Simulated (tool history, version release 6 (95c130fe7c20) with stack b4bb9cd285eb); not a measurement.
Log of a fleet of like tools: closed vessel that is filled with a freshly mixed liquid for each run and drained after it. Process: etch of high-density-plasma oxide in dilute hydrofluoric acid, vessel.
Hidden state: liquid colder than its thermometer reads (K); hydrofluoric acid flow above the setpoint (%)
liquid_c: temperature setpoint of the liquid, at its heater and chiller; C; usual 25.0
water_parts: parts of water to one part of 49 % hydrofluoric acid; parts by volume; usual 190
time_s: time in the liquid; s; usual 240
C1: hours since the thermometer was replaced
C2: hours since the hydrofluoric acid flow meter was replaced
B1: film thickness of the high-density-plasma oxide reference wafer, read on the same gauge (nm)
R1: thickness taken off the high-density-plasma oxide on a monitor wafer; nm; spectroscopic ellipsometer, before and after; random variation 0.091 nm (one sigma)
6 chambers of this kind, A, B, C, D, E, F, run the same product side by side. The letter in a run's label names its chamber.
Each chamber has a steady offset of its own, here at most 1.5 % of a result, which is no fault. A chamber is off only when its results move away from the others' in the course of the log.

Run 1D, hour 6.8: usual settings; C1 811.9; C2 796.8; B1 50.010. Result: R1 10.0750 nm.
Run 2A, hour 17.4: usual settings; C1 448.6; C2 268.9; B1 49.994. Result: R1 10.4110 nm.
Run 3B, hour 25.6: usual settings; C1 806.2; C2 197.0; B1 50.002. Result: R1 10.2600 nm.
Run 4E, hour 37.6: usual settings; C1 421.1; C2 40.2; B1 50.005. Result: R1 10.3530 nm.
Run 5C, hour 49.9: usual settings; C1 1142.3; C2 995.1; B1 50.000. Result: R1 10.0930 nm.
Run 6F, hour 61.4: usual settings; C1 1202.0; C2 367.6; B1 49.991. Result: R1 10.1570 nm.
Run 7C, hour 68.0: usual settings; C1 1160.4; C2 1013.2; B1 50.008. Result: R1 10.3750 nm.
Run 8A, hour 80.0: usual settings; C1 511.2; C2 331.5; B1 49.996. Result: R1 10.2560 nm.
Run 9D, hour 88.9: usual settings; C1 894.0; C2 878.9; B1 50.001. Result: R1 10.2320 nm.
Run 10F, hour 96.7: usual settings; C1 1237.3; C2 402.9; B1 50.005. Result: R1 10.4000 nm.
Run 11B, hour 106.9: usual settings; C1 887.5; C2 278.3; B1 50.015. Result: R1 10.3520 nm.
Run 12E, hour 118.1: usual settings; C1 501.6; C2 120.7; B1 49.991. Result: R1 10.3130 nm.
Run 13D, hour 124.6: usual settings; C1 929.7; C2 914.6; B1 49.981. Result: R1 10.1640 nm.
At hour 129.8: chamber F: thermometer replaced.
Run 14B, hour 133.8: usual settings; C1 914.4; C2 305.2; B1 50.000. Result: R1 10.3890 nm.
Run 15F, hour 143.9: usual settings but liquid_c 20.5 C, water_parts 130 parts by volume; C1 14.2; C2 450.1; B1 49.997. Result: R1 13.5680 nm.
Run 16A, hour 153.9: usual settings but liquid_c 20.5 C, water_parts 130 parts by volume; C1 585.1; C2 405.4; B1 50.014. Result: R1 13.8370 nm.
Run 17E, hour 163.0: usual settings but liquid_c 20.5 C, water_parts 130 parts by volume; C1 546.5; C2 165.6; B1 50.004. Result: R1 13.2610 nm.
Run 18C, hour 169.3: usual settings but liquid_c 20.5 C, water_parts 130 parts by volume; C1 1261.7; C2 1114.5; B1 49.989. Result: R1 13.4740 nm.
Run 19D, hour 179.9: usual settings but liquid_c 20.5 C, water_parts 130 parts by volume; C1 985.0; C2 969.9; B1 49.992. Result: R1 13.2240 nm.
Run 20F, hour 188.7: usual settings but liquid_c 20.5 C, water_parts 130 parts by volume; C1 59.0; C2 494.9; B1 49.989. Result: R1 13.7470 nm.
Run 21A, hour 201.0: usual settings; C1 632.2; C2 452.5; B1 50.010. Result: R1 10.2770 nm.
Run 22B, hour 214.1: usual settings; C1 994.7; C2 385.5; B1 49.990. Result: R1 10.3720 nm.
Run 23E, hour 221.7: usual settings; C1 605.2; C2 224.3; B1 50.009. Result: R1 10.3310 nm.
Run 24C, hour 231.3: usual settings; C1 1323.7; C2 1176.5; B1 49.995. Result: R1 10.2240 nm.
Run 25C, hour 244.2: usual settings; C1 1336.6; C2 1189.4; B1 49.990. Result: R1 10.2560 nm.
Run 26F, hour 253.6: usual settings; C1 123.9; C2 559.8; B1 50.009. Result: R1 10.7570 nm.
Run 27E, hour 263.9: usual settings; C1 647.4; C2 266.5; B1 50.001. Result: R1 10.2110 nm.
At hour 271.9: chamber A: thermometer replaced.
Run 28D, hour 275.5: usual settings; C1 1080.6; C2 1065.5; B1 49.989. Result: R1 10.2380 nm.
Run 29A, hour 286.5: usual settings but liquid_c 29.5 C, water_parts 260 parts by volume; C1 14.7; C2 538.0; B1 49.998. Result: R1 8.1693 nm.
Run 30B, hour 294.4: usual settings but liquid_c 29.5 C, water_parts 260 parts by volume; C1 1075.0; C2 465.8; B1 49.999. Result: R1 8.0515 nm.
Run 31C, hour 302.7: usual settings but liquid_c 29.5 C, water_parts 260 parts by volume; C1 1395.1; C2 1247.9; B1 50.007. Result: R1 8.0458 nm.
Run 32E, hour 309.0: usual settings but liquid_c 29.5 C, water_parts 260 parts by volume; C1 692.5; C2 311.6; B1 50.011. Result: R1 8.1160 nm.
Run 33B, hour 319.1: usual settings but liquid_c 29.5 C, water_parts 260 parts by volume; C1 1099.7; C2 490.5; B1 50.005. Result: R1 8.0819 nm.
Run 34F, hour 325.6: usual settings but liquid_c 29.5 C, water_parts 260 parts by volume; C1 195.9; C2 631.8; B1 50.001. Result: R1 8.6739 nm.
Run 35D, hour 332.2: usual settings but water_parts 125 parts by volume; C1 1137.3; C2 1122.2; B1 49.998. Result: R1 16.8490 nm.
Run 36A, hour 338.7: usual settings but water_parts 125 parts by volume; C1 66.9; C2 590.2; B1 50.000. Result: R1 17.0120 nm.
Run 37E, hour 350.0: usual settings but water_parts 125 parts by volume; C1 733.5; C2 352.6; B1 49.987. Result: R1 16.5500 nm.
Run 38C, hour 360.0: usual settings but water_parts 125 parts by volume; C1 1452.4; C2 1305.2; B1 49.998. Result: R1 16.5580 nm.
Run 39B, hour 370.8: usual settings but water_parts 125 parts by volume; C1 1151.4; C2 542.2; B1 49.996. Result: R1 17.1570 nm.
Run 40F, hour 380.3: usual settings but water_parts 125 parts by volume; C1 250.6; C2 686.5; B1 49.994. Result: R1 17.8240 nm.
Run 41D, hour 386.5: usual settings; C1 1191.6; C2 1176.5; B1 50.001. Result: R1 10.0990 nm.
Run 42A, hour 395.1: usual settings; C1 123.3; C2 646.6; B1 49.978. Result: R1 10.2120 nm.
Run 43A, hour 407.4: usual settings; C1 135.6; C2 658.9; B1 50.007. Result: R1 10.3300 nm.
Run 44B, hour 419.8: usual settings; C1 1200.4; C2 591.2; B1 49.998. Result: R1 10.1470 nm.

What goes on in this fleet: one chamber off, a drifting gauge, or nothing beyond the chambers' own small offsets? Name the chamber and the cause, if any.

Chamber F drifts away from the others.
Cause: hydrofluoric acid flow above the setpoint (%) = 6.44.

Here are 4 candidates for chamber F's next run, each the usual settings with a change, their results left as question marks. Which one brings its results back in line with what the others give on the usual settings?
In line means no further than this from the other chambers' mean on the usual settings: R1 0.3200 nm
Run 45F-1, hour 429.3: usual settings but time_s 260 s. Result: R1 ?.
Run 45F-2, hour 429.3: usual settings but liquid_c 21.0 C. Result: R1 ?.
Run 45F-3, hour 429.3: usual settings but water_parts 195 parts by volume, time_s 230 s. Result: R1 ?.
Run 45F-4, hour 429.3: usual settings but liquid_c 25.5 C, time_s 275 s. Result: R1 ?.

The other chambers' mean on the usual settings: R1 10.2350 nm
  run       R1
45F-1  11.9440
45F-2   9.4524
45F-3  10.2430
45F-4  12.8740
45F-3 brings the chamber back in line.
